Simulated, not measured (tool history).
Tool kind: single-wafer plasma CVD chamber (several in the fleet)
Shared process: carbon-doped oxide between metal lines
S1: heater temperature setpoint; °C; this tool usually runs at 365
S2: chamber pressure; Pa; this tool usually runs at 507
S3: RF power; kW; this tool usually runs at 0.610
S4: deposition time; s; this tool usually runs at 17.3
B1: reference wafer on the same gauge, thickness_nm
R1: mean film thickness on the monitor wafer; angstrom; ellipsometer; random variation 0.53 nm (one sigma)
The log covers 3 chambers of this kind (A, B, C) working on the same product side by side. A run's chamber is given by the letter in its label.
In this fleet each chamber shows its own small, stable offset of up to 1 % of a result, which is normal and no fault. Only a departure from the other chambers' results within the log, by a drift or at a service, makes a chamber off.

{"run": "1C", "hour": 3.0, "S1": 365, "S2": 507, "S3": 0.61, "S4": 17.3, "B1": 75.181, "R1": 919.95}
{"run": "2A", "hour": 7.0, "S1": 365, "S2": 507, "S3": 0.61, "S4": 17.3, "B1": 75.181, "R1": 931.18}
{"run": "3B", "hour": 11.5, "S1": 365, "S2": 507, "S3": 0.61, "S4": 17.3, "B1": 75.189, "R1": 925.48}
{"run": "4B", "hour": 14.4, "S1": 365, "S2": 507, "S3": 0.61, "S4": 17.3, "B1": 75.177, "R1": 930.42}
{"run": "5C", "hour": 17.5, "S1": 365, "S2": 507, "S3": 0.61, "S4": 17.3, "B1": 75.115, "R1": 924.77}
{"run": "6A", "hour": 22.6, "S1": 365, "S2": 507, "S3": 0.61, "S4": 17.3, "B1": 75.108, "R1": 946.24}
{"run": "7C", "hour": 27.9, "S1": 365, "S2": 507, "S3": 0.61, "S4": 17.3, "B1": 75.145, "R1": 923.76}
{"run": "8B", "hour": 32.1, "S1": 365, "S2": 507, "S3": 0.61, "S4": 17.3, "B1": 75.111, "R1": 932.13}
{"run": "9A", "hour": 34.8, "S1": 365, "S2": 507, "S3": 0.61, "S4": 17.3, "B1": 75.309, "R1": 931.75}
{"run": "10C", "hour": 40.4, "S1": 365, "S2": 507, "S3": 0.61, "S4": 17.3, "B1": 75.179, "R1": 924.21}
{"run": "11B", "hour": 44.4, "S1": 365, "S2": 507, "S3": 0.61, "S4": 17.3, "B1": 75.204, "R1": 929.26}
{"run": "12A", "hour": 47.3, "S1": 365, "S2": 392, "S3": 0.61, "S4": 17.3, "B1": 75.269, "R1": 910.88}
{"run": "13B", "hour": 50.4, "S1": 365, "S2": 392, "S3": 0.61, "S4": 17.3, "B1": 75.211, "R1": 898.21}
{"run": "14A", "hour": 54.2, "S1": 365, "S2": 392, "S3": 0.61, "S4": 17.3, "B1": 75.224, "R1": 905.93}
{"run": "15C", "hour": 58.7, "S1": 365, "S2": 507, "S3": 0.61, "S4": 17.3, "B1": 75.268, "R1": 917.11}
{"run": "16B", "hour": 62.4, "S1": 365, "S2": 507, "S3": 0.61, "S4": 17.3, "B1": 75.168, "R1": 931.48}
{"run": "17C", "hour": 67.8, "S1": 365, "S2": 507, "S3": 0.61, "S4": 17.3, "B1": 75.228, "R1": 910.09}
{"run": "18A", "hour": 71.2, "S1": 365, "S2": 507, "S3": 0.61, "S4": 17.3, "B1": 75.185, "R1": 930.79}
{"run": "19A", "hour": 74.9, "S1": 365, "S2": 507, "S3": 0.61, "S4": 17.3, "B1": 75.293, "R1": 932.04}
{"run": "20B", "hour": 78.2, "S1": 355, "S2": 507, "S3": 0.705, "S4": 17.3, "B1": 75.153, "R1": 1041.7}
{"run": "21C", "hour": 82.1, "S1": 355, "S2": 507, "S3": 0.705, "S4": 17.3, "B1": 75.038, "R1": 1011.2}
{"run": "22A", "hour": 85.9, "S1": 355, "S2": 507, "S3": 0.705, "S4": 17.3, "B1": 75.093, "R1": 1041.7}
{"run": "23B", "hour": 89.8, "S1": 365, "S2": 507, "S3": 0.61, "S4": 17.3, "B1": 75.282, "R1": 933.53}
{"run": "24C", "hour": 95.0, "S1": 365, "S2": 507, "S3": 0.61, "S4": 17.3, "B1": 75.188, "R1": 880.51}
{"run": "25B", "hour": 97.8, "S1": 365, "S2": 507, "S3": 0.61, "S4": 17.3, "B1": 75.178, "R1": 924.11}

Each of the 3 chambers runs these same settings next. Fill in every chamber's results:
{"run": "26A", "hour": 101.9, "S1": 365, "S2": 507, "S3": 0.665, "S4": 17.3, "R1": "?"}
{"run": "26B", "hour": 101.9, "S1": 365, "S2": 507, "S3": 0.665, "S4": 17.3, "R1": "?"}
{"run": "26C", "hour": 101.9, "S1": 365, "S2": 507, "S3": 0.665, "S4": 17.3, "R1": "?"}

run=26A R1=977.36
run=26B R1=976.02
run=26C R1=931.34

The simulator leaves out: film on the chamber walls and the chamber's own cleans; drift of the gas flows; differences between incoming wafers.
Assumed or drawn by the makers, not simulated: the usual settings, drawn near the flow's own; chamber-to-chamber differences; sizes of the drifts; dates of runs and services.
